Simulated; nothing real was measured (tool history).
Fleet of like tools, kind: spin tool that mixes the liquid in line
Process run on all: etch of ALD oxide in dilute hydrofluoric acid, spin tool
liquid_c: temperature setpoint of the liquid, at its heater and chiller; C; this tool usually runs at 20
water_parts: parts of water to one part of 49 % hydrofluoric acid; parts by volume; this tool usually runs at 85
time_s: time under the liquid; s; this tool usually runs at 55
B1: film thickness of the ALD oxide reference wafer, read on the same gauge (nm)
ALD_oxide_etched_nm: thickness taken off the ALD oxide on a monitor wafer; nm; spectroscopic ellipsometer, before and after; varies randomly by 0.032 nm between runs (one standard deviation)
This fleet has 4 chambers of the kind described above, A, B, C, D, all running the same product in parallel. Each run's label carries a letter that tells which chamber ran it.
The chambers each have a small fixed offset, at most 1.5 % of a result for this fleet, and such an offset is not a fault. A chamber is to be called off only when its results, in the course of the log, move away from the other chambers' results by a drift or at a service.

{"run": "1B", "day": 0.388, "liquid_c": 20, "water_parts": 85, "time_s": 55, "B1": 50.01, "ALD_oxide_etched_nm": 8.918}
{"run": "2A", "day": 0.667, "liquid_c": 20, "water_parts": 85, "time_s": 55, "B1": 49.98, "ALD_oxide_etched_nm": 8.8934}
{"day": 0.921, "done": "chamber D: thermometer replaced"}
{"run": "3C", "day": 1.2, "liquid_c": 20, "water_parts": 85, "time_s": 55, "B1": 49.98, "ALD_oxide_etched_nm": 9.0296}
{"day": 1.367, "done": "chamber A: hydrofluoric acid flow meter replaced"}
{"run": "4D", "day": 1.646, "liquid_c": 20, "water_parts": 85, "time_s": 55, "B1": 49.998, "ALD_oxide_etched_nm": 9.0407}
{"run": "5B", "day": 1.979, "liquid_c": 20, "water_parts": 85, "time_s": 55, "B1": 50.031, "ALD_oxide_etched_nm": 8.9528}
{"run": "6D", "day": 2.267, "liquid_c": 20, "water_parts": 85, "time_s": 55, "B1": 49.984, "ALD_oxide_etched_nm": 9.0492}
{"run": "7A", "day": 2.862, "liquid_c": 20, "water_parts": 85, "time_s": 55, "B1": 50.008, "ALD_oxide_etched_nm": 8.8959}
{"run": "8C", "day": 3.333, "liquid_c": 20, "water_parts": 85, "time_s": 55, "B1": 49.972, "ALD_oxide_etched_nm": 8.9753}
{"run": "9B", "day": 3.871, "liquid_c": 20, "water_parts": 85, "time_s": 55, "B1": 49.989, "ALD_oxide_etched_nm": 8.9445}
{"day": 4.042, "done": "chamber A: thermometer replaced"}
{"run": "10D", "day": 4.183, "liquid_c": 20, "water_parts": 85, "time_s": 55, "B1": 49.984, "ALD_oxide_etched_nm": 9.0822}
{"run": "11A", "day": 4.704, "liquid_c": 20, "water_parts": 85, "time_s": 55, "B1": 50.03, "ALD_oxide_etched_nm": 8.9371}
{"run": "12C", "day": 5.25, "liquid_c": 20, "water_parts": 85, "time_s": 55, "B1": 50.025, "ALD_oxide_etched_nm": 8.9854}
{"run": "13B", "day": 5.717, "liquid_c": 20, "water_parts": 85, "time_s": 80, "B1": 49.995, "ALD_oxide_etched_nm": 13.01}
{"run": "14D", "day": 6.133, "liquid_c": 20, "water_parts": 85, "time_s": 80, "B1": 49.937, "ALD_oxide_etched_nm": 13.158}
{"run": "15C", "day": 6.5, "liquid_c": 20, "water_parts": 85, "time_s": 80, "B1": 50.012, "ALD_oxide_etched_nm": 13.125}
{"run": "16A", "day": 6.767, "liquid_c": 20, "water_parts": 85, "time_s": 80, "B1": 50.03, "ALD_oxide_etched_nm": 13.023}
{"run": "17C", "day": 7.121, "liquid_c": 20, "water_parts": 85, "time_s": 40, "B1": 49.958, "ALD_oxide_etched_nm": 6.5746}
{"day": 7.2, "done": "chamber C: hydrofluoric acid flow meter replaced"}
{"run": "18B", "day": 7.546, "liquid_c": 20, "water_parts": 85, "time_s": 40, "B1": 50.002, "ALD_oxide_etched_nm": 6.5265}
{"run": "19D", "day": 7.925, "liquid_c": 20, "water_parts": 85, "time_s": 40, "B1": 50.008, "ALD_oxide_etched_nm": 6.5825}
{"day": 8.288, "done": "chamber B: thermometer replaced"}
{"run": "20A", "day": 8.462, "liquid_c": 20, "water_parts": 85, "time_s": 40, "B1": 50.008, "ALD_oxide_etched_nm": 6.5151}
{"run": "21C", "day": 9.025, "liquid_c": 20, "water_parts": 85, "time_s": 55, "B1": 50.016, "ALD_oxide_etched_nm": 9.0083}
{"run": "22D", "day": 9.604, "liquid_c": 24.5, "water_parts": 85, "time_s": 70, "B1": 50.001, "ALD_oxide_etched_nm": 13.863}
{"run": "23B", "day": 10.167, "liquid_c": 24.5, "water_parts": 85, "time_s": 70, "B1": 50, "ALD_oxide_etched_nm": 13.64}
{"run": "24A", "day": 10.488, "liquid_c": 24.5, "water_parts": 85, "time_s": 70, "B1": 50.04, "ALD_oxide_etched_nm": 13.588}
{"run": "25A", "day": 10.971, "liquid_c": 24.5, "water_parts": 85, "time_s": 70, "B1": 49.984, "ALD_oxide_etched_nm": 13.695}
{"run": "26B", "day": 11.504, "liquid_c": 20, "water_parts": 85, "time_s": 55, "B1": 49.976, "ALD_oxide_etched_nm": 8.95}
{"run": "27C", "day": 12.021, "liquid_c": 20, "water_parts": 85, "time_s": 55, "B1": 50.044, "ALD_oxide_etched_nm": 8.9904}
{"day": 12.108, "done": "chamber D: hydrofluoric acid flow meter replaced"}
{"run": "28D", "day": 12.462, "liquid_c": 20, "water_parts": 85, "time_s": 55, "B1": 50.074, "ALD_oxide_etched_nm": 9.1092}
{"run": "29C", "day": 12.833, "liquid_c": 20, "water_parts": 85, "time_s": 55, "B1": 49.982, "ALD_oxide_etched_nm": 8.9379}
{"run": "30B", "day": 13.383, "liquid_c": 20, "water_parts": 85, "time_s": 55, "B1": 50.001, "ALD_oxide_etched_nm": 8.9047}
{"run": "31A", "day": 13.979, "liquid_c": 20, "water_parts": 55, "time_s": 85, "B1": 49.985, "ALD_oxide_etched_nm": 22.027}
{"run": "32D", "day": 14.354, "liquid_c": 20, "water_parts": 55, "time_s": 85, "B1": 50.061, "ALD_oxide_etched_nm": 22.586}
{"run": "33B", "day": 14.642, "liquid_c": 20, "water_parts": 55, "time_s": 85, "B1": 49.988, "ALD_oxide_etched_nm": 21.956}

Each of the 4 chambers runs these same settings next. Fill in every chamber's results:
{"run": "34A", "day": 15.075, "liquid_c": 20, "water_parts": 85, "time_s": 55, "ALD_oxide_etched_nm": "?"}
{"run": "34B", "day": 15.075, "liquid_c": 20, "water_parts": 85, "time_s": 55, "ALD_oxide_etched_nm": "?"}
{"run": "34C", "day": 15.075, "liquid_c": 20, "water_parts": 85, "time_s": 55, "ALD_oxide_etched_nm": "?"}
{"run": "34D", "day": 15.075, "liquid_c": 20, "water_parts": 85, "time_s": 55, "ALD_oxide_etched_nm": "?"}

run=34A ALD_oxide_etched_nm=8.9997
run=34B ALD_oxide_etched_nm=8.901
run=34C ALD_oxide_etched_nm=9.0083
run=34D ALD_oxide_etched_nm=9.0639
